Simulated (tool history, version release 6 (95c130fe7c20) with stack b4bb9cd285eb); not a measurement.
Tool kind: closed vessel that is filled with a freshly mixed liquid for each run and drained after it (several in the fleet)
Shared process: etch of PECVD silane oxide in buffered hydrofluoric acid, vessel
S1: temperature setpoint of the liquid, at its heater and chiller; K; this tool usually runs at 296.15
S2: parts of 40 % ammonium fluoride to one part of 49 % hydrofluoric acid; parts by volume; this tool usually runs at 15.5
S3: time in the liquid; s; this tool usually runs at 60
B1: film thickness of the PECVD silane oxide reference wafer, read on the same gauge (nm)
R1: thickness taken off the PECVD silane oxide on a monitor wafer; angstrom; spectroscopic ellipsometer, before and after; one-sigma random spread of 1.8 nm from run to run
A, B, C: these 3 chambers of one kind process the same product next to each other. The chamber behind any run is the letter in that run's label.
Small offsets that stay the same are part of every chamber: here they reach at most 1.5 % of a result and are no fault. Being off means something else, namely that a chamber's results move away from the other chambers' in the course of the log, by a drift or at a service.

run,day,S1,S2,S3,B1,R1
1B,0.300,296.15,15.5,60,80.006,1875.1
2A,0.579,296.15,15.5,60,79.999,1863.7
3C,1.158,296.15,15.5,60,80.035,1891.4
4A,1.583,296.15,15.5,60,80.002,1856.5
5C,1.988,297.65,18.5,60,79.999,1718.7
6B,2.267,297.65,18.5,60,80.008,1731.7
7B,2.708,297.65,18.5,60,80.017,1710.7
8C,3.050,296.15,15.5,60,80.006,1885.1
9A,3.438,296.15,15.5,60,80.005,1862.2
10A,3.942,296.15,15.5,60,79.988,1844.7
11C,4.354,296.15,15.5,60,79.984,1885.4
12B,4.696,296.15,15.5,60,79.981,1843.9
13C,5.117,296.15,15.5,60,80.002,1894.5
14A,5.562,296.15,15.5,60,80.002,1849.0
15B,6.017,296.15,15.5,60,79.986,1834.4
16A,6.275,296.15,15.5,60,79.995,1888.3
17C,6.796,296.15,15.5,60,80.012,1867.2
18B,7.279,296.15,15.5,60,80.023,1817.7
19C,7.842,296.15,20.5,60,80.007,1465.3
20A,8.329,296.15,20.5,60,79.992,1427.2
21B,8.588,296.15,20.5,60,79.982,1384.7
22A,9.088,294.15,15.5,60,79.997,1656.8
23C,9.425,294.15,15.5,60,79.997,1688.2
24B,9.783,294.15,15.5,60,79.993,1580.1
25B,10.175,296.15,15.5,60,79.981,1751.9
26A,10.554,296.15,15.5,60,80.002,1880.5
27C,11.125,296.15,15.5,60,80.009,1899.1

The same settings go to every chamber for the next run, one line per chamber below. Forecast the results for each:
28A,11.542,296.15,12.5,60,,?
28B,11.542,296.15,12.5,60,,?
28C,11.542,296.15,12.5,60,,?

run,R1
28A,2335.7
28B,2115.1
28C,2355.5
